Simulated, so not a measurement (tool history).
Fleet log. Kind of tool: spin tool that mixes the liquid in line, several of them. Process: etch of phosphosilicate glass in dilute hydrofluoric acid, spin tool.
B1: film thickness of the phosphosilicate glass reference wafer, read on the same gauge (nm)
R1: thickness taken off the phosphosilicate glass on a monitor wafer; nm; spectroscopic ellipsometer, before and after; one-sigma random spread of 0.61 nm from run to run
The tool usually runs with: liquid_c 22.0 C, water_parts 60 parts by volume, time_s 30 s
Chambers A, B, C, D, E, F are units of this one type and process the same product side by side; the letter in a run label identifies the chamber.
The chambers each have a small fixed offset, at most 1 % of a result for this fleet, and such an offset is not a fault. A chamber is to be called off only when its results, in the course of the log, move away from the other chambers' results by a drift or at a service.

{"run": "1B", "day": 0.375, "liquid_c": 22.0, "water_parts": 60, "time_s": 30, "B1": 60.01, "R1": 89.487}
{"run": "2C", "day": 0.746, "liquid_c": 22.0, "water_parts": 60, "time_s": 30, "B1": 59.994, "R1": 90.78}
{"run": "3F", "day": 1.225, "liquid_c": 22.0, "water_parts": 60, "time_s": 30, "B1": 59.993, "R1": 87.356}
{"run": "4A", "day": 1.512, "liquid_c": 22.0, "water_parts": 60, "time_s": 30, "B1": 59.992, "R1": 87.723}
{"run": "5E", "day": 1.854, "liquid_c": 22.0, "water_parts": 60, "time_s": 30, "B1": 60.014, "R1": 87.667}
{"run": "6D", "day": 2.104, "liquid_c": 17.5, "water_parts": 60, "time_s": 30, "B1": 60.001, "R1": 74.143}
{"run": "7B", "day": 2.496, "liquid_c": 17.5, "water_parts": 60, "time_s": 30, "B1": 59.999, "R1": 74.242}
{"run": "8D", "day": 2.983, "liquid_c": 17.5, "water_parts": 60, "time_s": 30, "B1": 60.008, "R1": 74.412}
{"run": "9F", "day": 3.333, "liquid_c": 17.5, "water_parts": 60, "time_s": 30, "B1": 60.001, "R1": 72.98}
{"run": "10A", "day": 3.629, "liquid_c": 17.5, "water_parts": 60, "time_s": 30, "B1": 59.98, "R1": 73.542}
{"run": "11E", "day": 4.167, "liquid_c": 17.5, "water_parts": 60, "time_s": 30, "B1": 59.979, "R1": 72.978}
{"day": 4.633, "done": "chamber F: hydrofluoric acid flow meter replaced"}
{"run": "12C", "day": 4.725, "liquid_c": 22.0, "water_parts": 60, "time_s": 30, "B1": 59.988, "R1": 89.79}
{"run": "13D", "day": 5.171, "liquid_c": 22.0, "water_parts": 60, "time_s": 30, "B1": 60.016, "R1": 89.339}
{"run": "14E", "day": 5.425, "liquid_c": 24.0, "water_parts": 40, "time_s": 30, "B1": 60.001, "R1": 149.27}
{"run": "15B", "day": 5.892, "liquid_c": 24.0, "water_parts": 40, "time_s": 30, "B1": 60.002, "R1": 151.06}
{"run": "16C", "day": 6.358, "liquid_c": 24.0, "water_parts": 40, "time_s": 30, "B1": 59.984, "R1": 151.31}
{"run": "17F", "day": 6.754, "liquid_c": 24.0, "water_parts": 40, "time_s": 30, "B1": 59.993, "R1": 148.73}
{"run": "18A", "day": 7.125, "liquid_c": 24.0, "water_parts": 40, "time_s": 30, "B1": 59.985, "R1": 147.94}
{"run": "19A", "day": 7.617, "liquid_c": 24.0, "water_parts": 40, "time_s": 30, "B1": 60.002, "R1": 148.28}
{"run": "20C", "day": 8.138, "liquid_c": 22.0, "water_parts": 60, "time_s": 30, "B1": 60.003, "R1": 89.617}
{"run": "21E", "day": 8.45, "liquid_c": 22.0, "water_parts": 60, "time_s": 30, "B1": 59.992, "R1": 88.668}
{"run": "22F", "day": 8.758, "liquid_c": 22.0, "water_parts": 60, "time_s": 30, "B1": 59.974, "R1": 88.033}
{"run": "23D", "day": 9.125, "liquid_c": 22.0, "water_parts": 60, "time_s": 30, "B1": 59.983, "R1": 89.427}
{"day": 9.133, "done": "chamber D: thermometer replaced"}
{"run": "24B", "day": 9.6, "liquid_c": 22.0, "water_parts": 60, "time_s": 30, "B1": 60.019, "R1": 86.66}
{"run": "25B", "day": 10.117, "liquid_c": 22.0, "water_parts": 60, "time_s": 30, "B1": 59.994, "R1": 85.6}
{"run": "26A", "day": 10.496, "liquid_c": 22.0, "water_parts": 60, "time_s": 30, "B1": 60.026, "R1": 88.722}
{"run": "27D", "day": 10.904, "liquid_c": 22.0, "water_parts": 60, "time_s": 30, "B1": 59.992, "R1": 89.228}
{"run": "28C", "day": 11.283, "liquid_c": 22.0, "water_parts": 60, "time_s": 30, "B1": 59.981, "R1": 89.846}
{"day": 11.762, "done": "chamber A: hydrofluoric acid flow meter replaced"}
{"run": "29E", "day": 11.846, "liquid_c": 22.0, "water_parts": 40, "time_s": 30, "B1": 59.979, "R1": 137.56}
{"run": "30F", "day": 12.183, "liquid_c": 22.0, "water_parts": 40, "time_s": 30, "B1": 60.01, "R1": 135.79}
{"run": "31D", "day": 12.617, "liquid_c": 22.0, "water_parts": 40, "time_s": 30, "B1": 59.996, "R1": 139.26}
{"run": "32E", "day": 13.133, "liquid_c": 22.0, "water_parts": 40, "time_s": 30, "B1": 59.977, "R1": 137.07}
{"run": "33A", "day": 13.462, "liquid_c": 22.0, "water_parts": 40, "time_s": 30, "B1": 59.99, "R1": 136.93}
{"run": "34C", "day": 13.833, "liquid_c": 22.0, "water_parts": 40, "time_s": 30, "B1": 59.993, "R1": 137.69}
{"run": "35F", "day": 14.342, "liquid_c": 22.0, "water_parts": 60, "time_s": 30, "B1": 60.004, "R1": 89.981}
{"run": "36B", "day": 14.729, "liquid_c": 22.0, "water_parts": 60, "time_s": 30, "B1": 60.008, "R1": 82.054}
{"run": "37B", "day": 15.271, "liquid_c": 24.0, "water_parts": 45, "time_s": 30, "B1": 60.008, "R1": 120.66}

Predict what each chamber gives when all 6 of them run the settings below next.
{"run": "38A", "day": 15.675, "liquid_c": 22.0, "water_parts": 60, "time_s": 35, "R1": "?"}
{"run": "38B", "day": 15.675, "liquid_c": 22.0, "water_parts": 60, "time_s": 35, "R1": "?"}
{"run": "38C", "day": 15.675, "liquid_c": 22.0, "water_parts": 60, "time_s": 35, "R1": "?"}
{"run": "38D", "day": 15.675, "liquid_c": 22.0, "water_parts": 60, "time_s": 35, "R1": "?"}
{"run": "38E", "day": 15.675, "liquid_c": 22.0, "water_parts": 60, "time_s": 35, "R1": "?"}
{"run": "38F", "day": 15.675, "liquid_c": 22.0, "water_parts": 60, "time_s": 35, "R1": "?"}

run=38A R1=102.300
run=38B R1=95.222
run=38C R1=105.420
run=38D R1=104.260
run=38E R1=103.490
run=38F R1=104.200
